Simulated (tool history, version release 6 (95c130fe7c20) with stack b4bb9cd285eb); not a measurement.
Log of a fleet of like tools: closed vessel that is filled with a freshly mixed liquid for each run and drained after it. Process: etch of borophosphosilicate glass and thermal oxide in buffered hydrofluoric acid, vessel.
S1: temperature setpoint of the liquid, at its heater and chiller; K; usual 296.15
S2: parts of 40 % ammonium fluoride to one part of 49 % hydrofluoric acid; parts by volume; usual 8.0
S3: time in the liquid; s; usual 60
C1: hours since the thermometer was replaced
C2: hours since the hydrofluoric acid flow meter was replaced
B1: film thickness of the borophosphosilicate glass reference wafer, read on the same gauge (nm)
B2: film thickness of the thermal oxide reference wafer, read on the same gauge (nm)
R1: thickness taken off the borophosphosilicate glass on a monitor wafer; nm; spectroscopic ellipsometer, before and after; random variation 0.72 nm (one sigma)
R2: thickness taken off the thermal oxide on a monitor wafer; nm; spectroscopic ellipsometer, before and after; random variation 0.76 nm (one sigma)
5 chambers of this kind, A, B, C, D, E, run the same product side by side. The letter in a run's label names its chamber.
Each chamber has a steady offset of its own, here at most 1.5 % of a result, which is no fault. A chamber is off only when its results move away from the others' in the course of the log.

run,hour,S1,S2,S3,C1,C2,B1,B2,R1,R2
1A,10.2,296.15,8.0,60,598.4,95.9,129.99,69.996,119.230,76.603
2C,22.4,296.15,8.0,60,1460.7,87.4,129.98,70.058,119.050,78.768
3E,34.5,296.15,8.0,60,157.8,205.6,129.98,69.977,119.910,76.615
4B,42.6,296.15,8.0,60,500.1,174.8,129.99,70.001,120.730,76.378
5D,54.0,296.15,8.0,60,1708.0,1059.5,130.00,69.959,118.520,76.852
6E,62.1,296.15,6.0,30,185.4,233.2,130.02,69.945,79.468,50.377
7C,76.4,296.15,6.0,30,1514.7,141.4,130.01,69.959,78.503,51.071
8D,88.8,296.15,6.0,30,1742.8,1094.3,130.01,69.997,78.943,50.860
9A,100.2,296.15,6.0,30,688.4,185.9,130.00,70.057,78.935,51.007
10B,108.0,296.15,6.0,30,565.5,240.2,130.01,69.986,79.291,51.376
11E,123.5,296.15,8.0,60,246.8,294.6,129.99,69.997,120.680,78.129
12C,137.0,296.15,8.0,60,1575.3,202.0,130.03,69.978,117.460,76.948
# hour 143.5: chamber D: hydrofluoric acid flow meter replaced
13A,148.9,296.15,8.0,60,737.1,234.6,130.01,70.032,119.070,75.776
14D,165.0,296.15,8.0,60,1819.0,21.6,129.98,69.988,119.000,76.652
15B,177.8,296.15,8.0,60,635.3,310.0,130.02,69.961,120.630,77.583
16E,187.5,296.15,10.5,85,310.8,358.6,129.98,69.992,132.610,84.917
17D,203.3,296.15,10.5,85,1857.3,59.9,130.00,70.015,132.230,84.460
18C,217.3,296.15,10.5,85,1655.6,282.3,130.00,69.989,129.660,84.142
19B,226.6,296.15,10.5,85,684.1,358.8,130.01,70.025,132.220,86.108
20A,240.3,296.15,10.5,85,828.5,326.0,129.98,70.012,130.630,84.463
21B,252.7,296.15,8.0,60,710.2,384.9,129.99,69.967,120.450,76.599
22C,264.4,296.15,8.0,60,1702.7,329.4,130.00,70.003,116.650,77.422
23A,280.9,296.15,8.0,60,869.1,366.6,130.01,69.986,119.030,74.192
24D,291.7,296.15,8.0,60,1945.7,148.3,130.00,69.986,119.810,76.538
25E,304.0,296.15,8.0,60,427.3,475.1,130.00,70.000,120.150,77.667
26D,313.2,296.15,8.0,60,1967.2,169.8,129.99,69.965,120.370,76.353
27C,321.9,291.65,8.0,60,1760.2,386.9,129.99,70.036,91.923,59.393
# hour 327.6: chamber B: thermometer replaced
28E,334.6,291.65,8.0,60,457.9,505.7,129.98,69.995,94.358,59.007
29A,350.2,291.65,8.0,60,938.4,435.9,130.01,69.998,92.394,58.546
30B,364.5,291.65,8.0,60,37.0,496.7,130.00,69.981,93.400,60.264
31E,376.5,291.65,8.0,60,499.8,547.6,130.02,70.003,93.889,59.525
32A,384.8,296.15,8.0,60,973.0,470.5,130.01,70.000,118.000,76.700
33C,400.5,296.15,7.0,30,1838.8,465.5,130.02,70.022,68.914,44.355
34D,407.9,296.15,7.0,30,2061.9,264.5,129.98,69.993,70.283,43.763
# hour 409.3: chamber C: hydrofluoric acid flow meter replaced
35B,415.2,296.15,7.0,30,87.7,547.4,130.00,70.004,70.301,44.029
# hour 417.6: chamber B: hydrofluoric acid flow meter replaced
36A,429.3,296.15,7.0,30,1017.5,515.0,129.99,70.012,68.817,44.114
37E,443.0,296.15,7.0,30,566.3,614.1,130.01,70.009,69.490,43.640
38C,457.8,296.15,8.0,60,1896.1,48.5,130.03,69.972,116.780,77.013
39D,471.6,296.15,10.5,60,2125.6,328.2,130.00,70.024,92.975,60.452
40B,483.8,296.15,10.5,60,156.3,66.3,130.01,69.990,93.848,59.747
41D,493.2,296.15,10.5,60,2147.2,349.8,129.98,70.018,94.268,60.723
42C,508.5,296.15,10.5,60,1946.8,99.2,130.00,70.041,91.852,59.601

What goes on in this fleet: one chamber off, a drifting gauge, or nothing beyond the chambers' own small offsets? Name the chamber and the cause, if any.

No chamber stands off beyond its own small offset, and the gauge holds steady.
